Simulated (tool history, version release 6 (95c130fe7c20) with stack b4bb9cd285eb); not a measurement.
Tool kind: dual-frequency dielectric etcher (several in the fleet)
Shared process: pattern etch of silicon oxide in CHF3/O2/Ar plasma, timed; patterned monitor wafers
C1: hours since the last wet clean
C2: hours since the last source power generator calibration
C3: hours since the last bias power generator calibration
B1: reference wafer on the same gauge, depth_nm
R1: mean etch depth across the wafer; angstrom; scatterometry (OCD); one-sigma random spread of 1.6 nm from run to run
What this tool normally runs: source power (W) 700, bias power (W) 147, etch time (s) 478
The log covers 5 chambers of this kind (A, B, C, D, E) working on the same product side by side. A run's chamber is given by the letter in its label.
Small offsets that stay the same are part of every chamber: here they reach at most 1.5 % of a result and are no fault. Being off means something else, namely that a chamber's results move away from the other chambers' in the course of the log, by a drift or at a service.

{"run": "1C", "hour": 2.9, "source power (W)": 700, "bias power (W)": 147, "etch time (s)": 478, "C1": 581.9, "C2": 978.1, "C3": 3245.5, "B1": 895.79, "R1": 9377.9}
{"run": "2A", "hour": 6.2, "source power (W)": 700, "bias power (W)": 147, "etch time (s)": 478, "C1": 157, "C2": 962.4, "C3": 1394.9, "B1": 895.91, "R1": 9311.1}
{"run": "3D", "hour": 10.9, "source power (W)": 700, "bias power (W)": 147, "etch time (s)": 478, "C1": 334.5, "C2": 2214.6, "C3": 1755.6, "B1": 895.56, "R1": 9263.2}
{"run": "4B", "hour": 15.1, "source power (W)": 700, "bias power (W)": 147, "etch time (s)": 478, "C1": 427.2, "C2": 803, "C3": 1572, "B1": 895.29, "R1": 9411.2}
{"run": "5E", "hour": 19.1, "source power (W)": 700, "bias power (W)": 147, "etch time (s)": 478, "C1": 116.9, "C2": 2108.2, "C3": 333.9, "B1": 895.6, "R1": 9353.6}
{"run": "6B", "hour": 23.0, "source power (W)": 700, "bias power (W)": 147, "etch time (s)": 478, "C1": 435.1, "C2": 810.9, "C3": 1579.9, "B1": 895.13, "R1": 9437.9}
{"run": "7D", "hour": 26.1, "source power (W)": 700, "bias power (W)": 147, "etch time (s)": 478, "C1": 349.7, "C2": 2229.8, "C3": 1770.8, "B1": 895.29, "R1": 9262.3}
{"run": "8C", "hour": 30.3, "source power (W)": 700, "bias power (W)": 147, "etch time (s)": 478, "C1": 609.3, "C2": 1005.5, "C3": 3272.9, "B1": 894.72, "R1": 9360.2}
{"run": "9A", "hour": 32.6, "source power (W)": 590, "bias power (W)": 147, "etch time (s)": 597.5, "C1": 183.4, "C2": 988.8, "C3": 1421.3, "B1": 894.68, "R1": 10898}
{"run": "10E", "hour": 36.5, "source power (W)": 590, "bias power (W)": 147, "etch time (s)": 597.5, "C1": 134.3, "C2": 2125.6, "C3": 351.3, "B1": 894.29, "R1": 10950}
{"hour": 38.2, "done": "chamber B: wet clean of the chamber"}
{"run": "11A", "hour": 40.7, "source power (W)": 590, "bias power (W)": 147, "etch time (s)": 597.5, "C1": 191.5, "C2": 996.9, "C3": 1429.4, "B1": 894.09, "R1": 10874}
{"run": "12D", "hour": 45.1, "source power (W)": 590, "bias power (W)": 147, "etch time (s)": 597.5, "C1": 368.7, "C2": 2248.8, "C3": 1789.8, "B1": 894.38, "R1": 10828}
{"run": "13E", "hour": 48.6, "source power (W)": 590, "bias power (W)": 147, "etch time (s)": 597.5, "C1": 146.4, "C2": 2137.7, "C3": 363.4, "B1": 893.58, "R1": 10922}
{"run": "14C", "hour": 52.7, "source power (W)": 560, "bias power (W)": 147, "etch time (s)": 478, "C1": 631.7, "C2": 1027.9, "C3": 3295.3, "B1": 893.37, "R1": 8552.8}
{"run": "15B", "hour": 55.9, "source power (W)": 560, "bias power (W)": 147, "etch time (s)": 478, "C1": 17.8, "C2": 843.8, "C3": 1612.8, "B1": 893.83, "R1": 8616.8}
{"run": "16D", "hour": 58.7, "source power (W)": 560, "bias power (W)": 147, "etch time (s)": 478, "C1": 382.3, "C2": 2262.4, "C3": 1803.4, "B1": 893.18, "R1": 8510.7}
{"run": "17B", "hour": 61.7, "source power (W)": 560, "bias power (W)": 147, "etch time (s)": 478, "C1": 23.6, "C2": 849.6, "C3": 1618.6, "B1": 893.21, "R1": 8630.8}
{"run": "18E", "hour": 65.0, "source power (W)": 560, "bias power (W)": 147, "etch time (s)": 478, "C1": 162.8, "C2": 2154.1, "C3": 379.8, "B1": 892.98, "R1": 8532.8}
{"run": "19C", "hour": 68.2, "source power (W)": 700, "bias power (W)": 147, "etch time (s)": 478, "C1": 647.2, "C2": 1043.4, "C3": 3310.8, "B1": 892.78, "R1": 9367.1}
{"run": "20A", "hour": 70.5, "source power (W)": 700, "bias power (W)": 147, "etch time (s)": 478, "C1": 221.3, "C2": 1026.7, "C3": 1459.2, "B1": 892.92, "R1": 9284.9}
{"run": "21D", "hour": 74.8, "source power (W)": 700, "bias power (W)": 147, "etch time (s)": 478, "C1": 398.4, "C2": 2278.5, "C3": 1819.5, "B1": 892.76, "R1": 9259.6}
{"run": "22E", "hour": 77.4, "source power (W)": 700, "bias power (W)": 147, "etch time (s)": 478, "C1": 175.2, "C2": 2166.5, "C3": 392.2, "B1": 892.39, "R1": 9345.1}
{"run": "23A", "hour": 81.0, "source power (W)": 700, "bias power (W)": 147, "etch time (s)": 478, "C1": 231.8, "C2": 1037.2, "C3": 1469.7, "B1": 892.58, "R1": 9251}
{"run": "24C", "hour": 85.4, "source power (W)": 700, "bias power (W)": 147, "etch time (s)": 478, "C1": 664.4, "C2": 1060.6, "C3": 3328, "B1": 892.36, "R1": 9336.4}
{"run": "25B", "hour": 89.1, "source power (W)": 700, "bias power (W)": 147, "etch time (s)": 478, "C1": 51, "C2": 877, "C3": 1646, "B1": 892.21, "R1": 9377}
{"run": "26B", "hour": 91.8, "source power (W)": 700, "bias power (W)": 147, "etch time (s)": 478, "C1": 53.7, "C2": 879.7, "C3": 1648.7, "B1": 892.36, "R1": 9400.1}
{"hour": 94.5, "done": "chamber E: source power generator calibrated"}
{"run": "27E", "hour": 94.6, "source power (W)": 700, "bias power (W)": 147, "etch time (s)": 478, "C1": 192.4, "C2": 0.1, "C3": 409.4, "B1": 891.7, "R1": 9353.7}
{"hour": 98.5, "done": "chamber C: wet clean of the chamber"}
{"run": "28A", "hour": 99.7, "source power (W)": 700, "bias power (W)": 147, "etch time (s)": 478, "C1": 250.5, "C2": 1055.9, "C3": 1488.4, "B1": 891.44, "R1": 9268.8}
{"run": "29C", "hour": 103.1, "source power (W)": 700, "bias power (W)": 147, "etch time (s)": 478, "C1": 4.6, "C2": 1078.3, "C3": 3345.7, "B1": 891.75, "R1": 9336.9}
{"run": "30D", "hour": 105.9, "source power (W)": 700, "bias power (W)": 147, "etch time (s)": 478, "C1": 429.5, "C2": 2309.6, "C3": 1850.6, "B1": 891.2, "R1": 9252.7}
{"run": "31B", "hour": 109.0, "source power (W)": 700, "bias power (W)": 147, "etch time (s)": 478, "C1": 70.9, "C2": 896.9, "C3": 1665.9, "B1": 891.34, "R1": 9388.8}
{"run": "32A", "hour": 112.6, "source power (W)": 700, "bias power (W)": 147, "etch time (s)": 478, "C1": 263.4, "C2": 1068.8, "C3": 1501.3, "B1": 891.14, "R1": 9246.2}
{"run": "33E", "hour": 117.4, "source power (W)": 700, "bias power (W)": 147, "etch time (s)": 478, "C1": 215.2, "C2": 22.9, "C3": 432.2, "B1": 890.72, "R1": 9327.5}
{"run": "34D", "hour": 120.9, "source power (W)": 860, "bias power (W)": 147, "etch time (s)": 478, "C1": 444.5, "C2": 2324.6, "C3": 1865.6, "B1": 890.94, "R1": 10009}
{"run": "35C", "hour": 125.1, "source power (W)": 860, "bias power (W)": 147, "etch time (s)": 478, "C1": 26.6, "C2": 1100.3, "C3": 3367.7, "B1": 890.47, "R1": 10104}
{"run": "36C", "hour": 127.7, "source power (W)": 860, "bias power (W)": 147, "etch time (s)": 478, "C1": 29.2, "C2": 1102.9, "C3": 3370.3, "B1": 890.58, "R1": 10118}
{"run": "37D", "hour": 131.1, "source power (W)": 860, "bias power (W)": 147, "etch time (s)": 478, "C1": 454.7, "C2": 2334.8, "C3": 1875.8, "B1": 890.2, "R1": 9982.7}
{"run": "38A", "hour": 134.7, "source power (W)": 860, "bias power (W)": 147, "etch time (s)": 478, "C1": 285.5, "C2": 1090.9, "C3": 1523.4, "B1": 890.46, "R1": 9976.6}
{"run": "39E", "hour": 137.5, "source power (W)": 700, "bias power (W)": 147, "etch time (s)": 478, "C1": 235.3, "C2": 43, "C3": 452.3, "B1": 890.14, "R1": 9311.3}

Next, every chamber runs the same settings. What will each give?
{"run": "40A", "hour": 141.2, "source power (W)": 700, "bias power (W)": 147, "etch time (s)": 478, "R1": "?"}
{"run": "40B", "hour": 141.2, "source power (W)": 700, "bias power (W)": 147, "etch time (s)": 478, "R1": "?"}
{"run": "40C", "hour": 141.2, "source power (W)": 700, "bias power (W)": 147, "etch time (s)": 478, "R1": "?"}
{"run": "40D", "hour": 141.2, "source power (W)": 700, "bias power (W)": 147, "etch time (s)": 478, "R1": "?"}
{"run": "40E", "hour": 141.2, "source power (W)": 700, "bias power (W)": 147, "etch time (s)": 478, "R1": "?"}

run=40A R1=9239.2
run=40B R1=9327
run=40C R1=9337.3
run=40D R1=9230.6
run=40E R1=9285.9
